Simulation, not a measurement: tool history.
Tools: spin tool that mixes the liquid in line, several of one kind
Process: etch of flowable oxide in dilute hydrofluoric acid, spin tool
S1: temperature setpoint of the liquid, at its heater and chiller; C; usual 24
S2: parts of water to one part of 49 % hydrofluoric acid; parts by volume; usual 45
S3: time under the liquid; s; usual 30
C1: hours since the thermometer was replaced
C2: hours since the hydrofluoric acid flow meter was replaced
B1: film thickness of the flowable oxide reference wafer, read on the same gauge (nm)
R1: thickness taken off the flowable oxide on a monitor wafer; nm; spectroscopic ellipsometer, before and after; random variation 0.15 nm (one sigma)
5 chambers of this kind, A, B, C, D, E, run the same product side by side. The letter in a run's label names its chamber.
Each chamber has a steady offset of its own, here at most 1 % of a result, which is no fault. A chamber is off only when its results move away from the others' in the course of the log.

{"run": "1A", "hour": 6.1, "S1": 24, "S2": 45, "S3": 30, "C1": 272.4, "C2": 1009.6, "B1": 69.956, "R1": 20.923}
{"run": "2E", "hour": 9.7, "S1": 24, "S2": 45, "S3": 30, "C1": 414.6, "C2": 262.8, "B1": 69.997, "R1": 21.178}
{"run": "3D", "hour": 16.3, "S1": 24, "S2": 45, "S3": 30, "C1": 758.7, "C2": 1146.8, "B1": 69.982, "R1": 21.111}
{"run": "4C", "hour": 21.6, "S1": 24, "S2": 45, "S3": 30, "C1": 1382.4, "C2": 604.5, "B1": 69.99, "R1": 21.239}
{"run": "5B", "hour": 28.1, "S1": 24, "S2": 45, "S3": 30, "C1": 1078.8, "C2": 320.8, "B1": 69.995, "R1": 21.28}
{"run": "6D", "hour": 32.9, "S1": 24, "S2": 45, "S3": 30, "C1": 775.3, "C2": 1163.4, "B1": 70.007, "R1": 20.919}
{"run": "7E", "hour": 36.6, "S1": 24, "S2": 35, "S3": 20, "C1": 441.5, "C2": 289.7, "B1": 69.971, "R1": 18.217}
{"run": "8C", "hour": 41.9, "S1": 24, "S2": 35, "S3": 20, "C1": 1402.7, "C2": 624.8, "B1": 69.976, "R1": 18.167}
{"run": "9B", "hour": 48.8, "S1": 24, "S2": 35, "S3": 20, "C1": 1099.5, "C2": 341.5, "B1": 69.984, "R1": 18.508}
{"run": "10A", "hour": 55.9, "S1": 24, "S2": 35, "S3": 20, "C1": 322.2, "C2": 1059.4, "B1": 70.019, "R1": 18.609}
{"run": "11D", "hour": 62.5, "S1": 24, "S2": 35, "S3": 20, "C1": 804.9, "C2": 1193, "B1": 69.981, "R1": 18.007}
{"run": "12A", "hour": 67.9, "S1": 24, "S2": 45, "S3": 30, "C1": 334.2, "C2": 1071.4, "B1": 70.01, "R1": 21.485}
{"run": "13B", "hour": 74.6, "S1": 24, "S2": 45, "S3": 30, "C1": 1125.3, "C2": 367.3, "B1": 69.958, "R1": 21.339}
{"run": "14E", "hour": 82.6, "S1": 24, "S2": 45, "S3": 30, "C1": 487.5, "C2": 335.7, "B1": 70.025, "R1": 20.921}
{"run": "15C", "hour": 87.2, "S1": 24, "S2": 45, "S3": 30, "C1": 1448, "C2": 670.1, "B1": 70.007, "R1": 21.233}
{"run": "16B", "hour": 93.0, "S1": 28.5, "S2": 45, "S3": 30, "C1": 1143.7, "C2": 385.7, "B1": 69.966, "R1": 25.314}
{"run": "17E", "hour": 97.2, "S1": 28.5, "S2": 45, "S3": 30, "C1": 502.1, "C2": 350.3, "B1": 69.988, "R1": 25.118}
{"run": "18A", "hour": 104.8, "S1": 28.5, "S2": 45, "S3": 30, "C1": 371.1, "C2": 1108.3, "B1": 69.982, "R1": 25.917}
{"run": "19D", "hour": 109.8, "S1": 28.5, "S2": 45, "S3": 30, "C1": 852.2, "C2": 1240.3, "B1": 69.955, "R1": 25.045}
{"run": "20C", "hour": 116.0, "S1": 28.5, "S2": 45, "S3": 30, "C1": 1476.8, "C2": 698.9, "B1": 70.033, "R1": 25.355}
{"run": "21D", "hour": 122.6, "S1": 28.5, "S2": 45, "S3": 30, "C1": 865, "C2": 1253.1, "B1": 70.011, "R1": 24.725}
{"run": "22A", "hour": 126.5, "S1": 28.5, "S2": 45, "S3": 30, "C1": 392.8, "C2": 1130, "B1": 69.986, "R1": 25.863}
{"run": "23C", "hour": 133.2, "S1": 28.5, "S2": 45, "S3": 30, "C1": 1494, "C2": 716.1, "B1": 70.011, "R1": 25.547}
{"run": "24B", "hour": 138.2, "S1": 28.5, "S2": 45, "S3": 30, "C1": 1188.9, "C2": 430.9, "B1": 70.026, "R1": 25.571}
{"run": "25E", "hour": 144.4, "S1": 28.5, "S2": 45, "S3": 30, "C1": 549.3, "C2": 397.5, "B1": 70.012, "R1": 25.298}
{"run": "26A", "hour": 149.5, "S1": 24, "S2": 45, "S3": 30, "C1": 415.8, "C2": 1153, "B1": 70.037, "R1": 21.96}
{"run": "27D", "hour": 156.9, "S1": 24, "S2": 45, "S3": 30, "C1": 899.3, "C2": 1287.4, "B1": 69.988, "R1": 20.838}
{"run": "28C", "hour": 162.7, "S1": 24, "S2": 45, "S3": 30, "C1": 1523.5, "C2": 745.6, "B1": 69.973, "R1": 21.085}
{"run": "29B", "hour": 168.1, "S1": 24, "S2": 45, "S3": 30, "C1": 1218.8, "C2": 460.8, "B1": 69.993, "R1": 21.177}
{"run": "30E", "hour": 172.7, "S1": 24, "S2": 45, "S3": 30, "C1": 577.6, "C2": 425.8, "B1": 70.005, "R1": 21.305}
{"run": "31C", "hour": 177.8, "S1": 24, "S2": 45, "S3": 30, "C1": 1538.6, "C2": 760.7, "B1": 70.048, "R1": 21.021}
{"run": "32A", "hour": 183.6, "S1": 24, "S2": 45, "S3": 30, "C1": 449.9, "C2": 1187.1, "B1": 70.003, "R1": 21.758}
{"run": "33B", "hour": 188.0, "S1": 24, "S2": 45, "S3": 30, "C1": 1238.7, "C2": 480.7, "B1": 69.997, "R1": 21.63}
{"run": "34D", "hour": 191.8, "S1": 24, "S2": 45, "S3": 30, "C1": 934.2, "C2": 1322.3, "B1": 69.975, "R1": 20.852}
{"run": "35E", "hour": 198.4, "S1": 24, "S2": 30, "S3": 25, "C1": 603.3, "C2": 451.5, "B1": 69.991, "R1": 26.937}
{"hour": 200.9, "done": "chamber B: hydrofluoric acid flow meter replaced"}
{"run": "36B", "hour": 203.2, "S1": 24, "S2": 30, "S3": 25, "C1": 1253.9, "C2": 2.4, "B1": 69.984, "R1": 27.385}
{"run": "37D", "hour": 207.5, "S1": 24, "S2": 30, "S3": 25, "C1": 949.9, "C2": 1338, "B1": 70.008, "R1": 26.761}
{"run": "38E", "hour": 212.1, "S1": 24, "S2": 30, "S3": 25, "C1": 617, "C2": 465.2, "B1": 69.996, "R1": 26.387}
{"run": "39C", "hour": 218.8, "S1": 24, "S2": 30, "S3": 25, "C1": 1579.6, "C2": 801.7, "B1": 69.988, "R1": 26.699}
{"run": "40A", "hour": 223.5, "S1": 24, "S2": 45, "S3": 30, "C1": 489.8, "C2": 1227, "B1": 69.999, "R1": 21.954}
{"run": "41A", "hour": 228.8, "S1": 24, "S2": 45, "S3": 30, "C1": 495.1, "C2": 1232.3, "B1": 69.999, "R1": 22.17}
{"hour": 233.4, "done": "chamber D: thermometer replaced"}
{"run": "42D", "hour": 236.9, "S1": 24, "S2": 45, "S3": 30, "C1": 3.6, "C2": 1367.4, "B1": 69.983, "R1": 20.998}
{"run": "43B", "hour": 243.8, "S1": 24, "S2": 45, "S3": 30, "C1": 1294.5, "C2": 43, "B1": 70.03, "R1": 21.141}
{"run": "44E", "hour": 247.5, "S1": 24, "S2": 45, "S3": 30, "C1": 652.4, "C2": 500.6, "B1": 70.008, "R1": 20.989}

Is one chamber off against the others, does the gauge drift, or is nothing wrong? If a chamber is off, say which, and what the likeliest cause is.

Chamber A drifts away from the others.
Cause: hydrofluoric acid flow above the setpoint (%) = 6.25.
The log may not tell that from: liquid hotter than its thermometer reads (K).

Here are 4 candidates for chamber A's next run, each the usual settings with a change, their results left as question marks. Which one brings its results back in line with what the others give on the usual settings?
In line means no further than this from the other chambers' mean on the usual settings: R1 0.51 nm
{"run": "45A-1", "hour": 253.3, "S1": 22.5, "S2": 45, "S3": 30, "R1": "?"}
{"run": "45A-2", "hour": 253.3, "S1": 25.5, "S2": 45, "S3": 30, "R1": "?"}
{"run": "45A-3", "hour": 253.3, "S1": 24.5, "S2": 45, "S3": 30, "R1": "?"}
{"run": "45A-4", "hour": 253.3, "S1": 23.5, "S2": 45, "S3": 30, "R1": "?"}

The other chambers' mean on the usual settings: R1 21.092 nm
run=45A-1 R1=21.07
run=45A-2 R1=23.876
run=45A-3 R1=22.906
run=45A-4 R1=21.977
45A-1 brings the chamber back in line.
